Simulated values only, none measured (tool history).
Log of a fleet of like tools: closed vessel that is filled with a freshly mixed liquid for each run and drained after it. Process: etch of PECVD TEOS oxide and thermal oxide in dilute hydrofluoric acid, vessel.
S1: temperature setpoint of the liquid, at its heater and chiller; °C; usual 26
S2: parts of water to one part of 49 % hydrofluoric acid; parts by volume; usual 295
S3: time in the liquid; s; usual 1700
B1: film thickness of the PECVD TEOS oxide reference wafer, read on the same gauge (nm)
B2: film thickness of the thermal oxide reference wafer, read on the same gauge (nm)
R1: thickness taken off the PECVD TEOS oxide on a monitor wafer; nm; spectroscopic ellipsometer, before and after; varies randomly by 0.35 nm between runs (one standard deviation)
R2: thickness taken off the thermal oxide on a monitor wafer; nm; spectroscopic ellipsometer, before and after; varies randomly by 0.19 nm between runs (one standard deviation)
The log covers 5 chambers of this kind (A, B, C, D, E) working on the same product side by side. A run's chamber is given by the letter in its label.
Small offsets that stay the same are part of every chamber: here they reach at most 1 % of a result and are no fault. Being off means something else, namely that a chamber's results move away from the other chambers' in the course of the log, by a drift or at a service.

run    day    S1   S2    S3      B1      B2      R1      R2
 1B  0.133    26  295  1700  139.99     140  42.922  24.081
 2D   0.35    26  295  1700     140     140  43.407  23.715
 3C  0.542    26  295  1700  139.99     140  43.427   24.14
 4E  0.804    26  295  1700     140  140.01  43.446  23.563
 5A  0.979    26  295  1700  139.99  140.01  43.322  23.783
 6B   1.15    26  295  1700  139.99  140.01  43.036  23.904
 7C  1.442    26  295  1700  139.97  140.01  43.415   23.88
 8D  1.658    26  295  1700  139.99  139.99    42.4  23.594
 9A  1.954    26  295  1700  139.99     140  43.159  23.918
10E  2.233  21.5  240  1700  139.99  139.97  48.191  26.885
11E  2.508  21.5  240  1700  139.99     140  48.296  26.729
12D  2.717  21.5  240  1700  139.99     140  47.717  26.458
13B  2.988  21.5  240  1700  140.01  140.02    47.2  26.576
14A  3.125  21.5  240  1700  140.03  140.03  47.548  26.129
15C  3.362    26  295  1700     140  139.99   43.57  23.914
16B  3.662    26  295  1700  140.01     140  43.764  24.113
17D  3.825    26  295  1700  139.98  140.01  43.035  24.011
18A  4.096    26  295  1700  140.01  140.01  43.464   23.75
19C  4.246    26  295  1700  139.98  140.01  43.472  23.985
20E  4.446    26  295  1700  139.99     140  42.998  23.658
21A  4.604    26  295  1700  140.01  139.98  42.188  23.726
22B  4.767    26  295  1700     140  139.98  43.715  24.331
23E  4.942    30  440  1700  139.98  140.01  28.366  15.584
24D  5.125    30  440  1700     140     140  28.073  15.846
25C  5.388    30  440  1700  139.97  139.99  28.566  15.741
26B  5.533    30  440  1700     140  139.99  28.666  15.807
27E  5.733    30  440  1700  139.98  140.02  28.572  15.662
28C  6.017    26  295  1700  139.98  139.98  43.596  23.689
29A  6.154    26  295  1700  139.98  140.02  43.334  23.404
30D  6.346    26  295  1700  140.03  140.01  42.139  24.054
31E  6.638    26  295  1700     140     140  43.594  23.919
32D  6.933    26  295  1700  140.01  140.01  42.398  24.068
33A  7.204    26  295  1700  139.98     140  43.266  23.662
34B  7.358    26  295  1700  140.02     140  43.886  24.046
     7.454  -- chamber C: thermometer replaced
35C  7.508    26  295  1700  139.97  140.01  43.933   23.56
36B  7.642    26  295  1700  140.03  140.03  42.719  23.989
37C  7.921    26  295  1700     140  140.02  44.395  23.487
38A  8.146    26  295  1700  139.99  139.99  42.773  23.763
39E  8.379    26  295  1700  140.02  140.01  43.551  23.721
40D    8.6    26  295  1700  139.98  139.99    43.5  23.849
41C  8.871    26  295  1700  140.01  140.02  43.579  23.179

Is one chamber out of step, is the gauge drifting, or do the chambers differ by no more than their own small offsets? For an off chamber, give its letter and the likeliest cause.

No chamber stands off beyond its own small offset, and the gauge holds steady.
